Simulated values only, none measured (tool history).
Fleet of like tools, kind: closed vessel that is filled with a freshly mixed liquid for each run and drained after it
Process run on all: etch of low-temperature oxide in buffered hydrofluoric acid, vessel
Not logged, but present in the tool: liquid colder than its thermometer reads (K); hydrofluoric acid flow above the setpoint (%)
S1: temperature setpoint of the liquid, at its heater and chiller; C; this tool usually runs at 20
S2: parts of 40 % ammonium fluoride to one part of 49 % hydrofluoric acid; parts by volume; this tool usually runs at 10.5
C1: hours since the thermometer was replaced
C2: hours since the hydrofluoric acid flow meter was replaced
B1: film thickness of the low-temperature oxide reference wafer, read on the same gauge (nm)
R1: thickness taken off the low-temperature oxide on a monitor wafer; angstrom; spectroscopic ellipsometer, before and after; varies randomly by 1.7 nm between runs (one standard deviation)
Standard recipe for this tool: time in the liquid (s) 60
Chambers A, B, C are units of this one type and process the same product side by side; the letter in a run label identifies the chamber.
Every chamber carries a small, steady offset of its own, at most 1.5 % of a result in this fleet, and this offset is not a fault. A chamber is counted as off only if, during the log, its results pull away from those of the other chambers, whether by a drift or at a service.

run 1B hour=6.1 | S1=20 S2=10.5 time_in_the_liquid_(s)=60 | C1=1973.3 C2=814.5 | B1=59.993 | R1=2046.1
run 2A hour=13.1 | S1=20 S2=10.5 time_in_the_liquid_(s)=60 | C1=1353.3 C2=748 | B1=60.031 | R1=2082.4
run 3C hour=19.1 | S1=20 S2=10.5 time_in_the_liquid_(s)=60 | C1=69.4 C2=522.2 | B1=60.029 | R1=2071.2
run 4B hour=27.8 | S1=20 S2=10.5 time_in_the_liquid_(s)=60 | C1=1995 C2=836.2 | B1=60.032 | R1=2067.6
run 5C hour=36.8 | S1=20 S2=10.5 time_in_the_liquid_(s)=60 | C1=87.1 C2=539.9 | B1=60.037 | R1=2084.4
run 6A hour=43.3 | S1=20 S2=10.5 time_in_the_liquid_(s)=60 | C1=1383.5 C2=778.2 | B1=60.008 | R1=2086.7
run 7C hour=51 | S1=20 S2=10.5 time_in_the_liquid_(s)=60 | C1=101.3 C2=554.1 | B1=60.032 | R1=2113.3
run 8B hour=61.2 | S1=20 S2=10.5 time_in_the_liquid_(s)=60 | C1=2028.4 C2=869.6 | B1=59.991 | R1=2052.5
run 9A hour=70.4 | S1=20 S2=10.5 time_in_the_liquid_(s)=60 | C1=1410.6 C2=805.3 | B1=60.009 | R1=2094.2
run 10A hour=80 | S1=20 S2=10.5 time_in_the_liquid_(s)=60 | C1=1420.2 C2=814.9 | B1=60.006 | R1=2096.3
run 11C hour=90.1 | S1=20 S2=10.5 time_in_the_liquid_(s)=60 | C1=140.4 C2=593.2 | B1=60.002 | R1=2098.2
run 12B hour=99.2 | S1=20 S2=10.5 time_in_the_liquid_(s)=60 | C1=2066.4 C2=907.6 | B1=60.013 | R1=2041.4
run 13A hour=108.1 | S1=20 S2=10.5 time_in_the_liquid_(s)=60 | C1=1448.3 C2=843 | B1=60.027 | R1=2089.2
run 14C hour=118.4 | S1=20 S2=10.5 time_in_the_liquid_(s)=60 | C1=168.7 C2=621.5 | B1=60.035 | R1=2101.3
-- hour=123.5 chamber B: thermometer replaced
run 15B hour=124.3 | S1=20 S2=10.5 time_in_the_liquid_(s)=60 | C1=0.9 C2=932.7 | B1=60.042 | R1=2056.2
run 16B hour=132.7 | S1=20 S2=10.5 time_in_the_liquid_(s)=60 | C1=9.3 C2=941.1 | B1=60.044 | R1=2061.2
run 17C hour=142.1 | S1=20 S2=10.5 time_in_the_liquid_(s)=60 | C1=192.4 C2=645.2 | B1=60.065 | R1=2143.6
run 18A hour=149.7 | S1=20 S2=10.5 time_in_the_liquid_(s)=60 | C1=1489.9 C2=884.6 | B1=60.02 | R1=2084.5
run 19B hour=159.2 | S1=20 S2=10.5 time_in_the_liquid_(s)=60 | C1=35.8 C2=967.6 | B1=60.015 | R1=2080.8
run 20A hour=168.2 | S1=20 S2=10.5 time_in_the_liquid_(s)=60 | C1=1508.4 C2=903.1 | B1=60.019 | R1=2098.6
run 21C hour=175.5 | S1=20 S2=13 time_in_the_liquid_(s)=60 | C1=225.8 C2=678.6 | B1=60.007 | R1=1751.9
run 22C hour=182.1 | S1=20 S2=13 time_in_the_liquid_(s)=60 | C1=232.4 C2=685.2 | B1=59.984 | R1=1760.5
run 23B hour=191.5 | S1=20 S2=13 time_in_the_liquid_(s)=60 | C1=68.1 C2=999.9 | B1=59.983 | R1=1665.9

All 3 chambers run these settings next. Forecast each chamber's results:
run 24A hour=198.8 | S1=20 S2=10.5 time_in_the_liquid_(s)=60 | R1=?
run 24B hour=198.8 | S1=20 S2=10.5 time_in_the_liquid_(s)=60 | R1=?
run 24C hour=198.8 | S1=20 S2=10.5 time_in_the_liquid_(s)=60 | R1=?

run=24A R1=2100
run=24B R1=2058.9
run=24C R1=2170
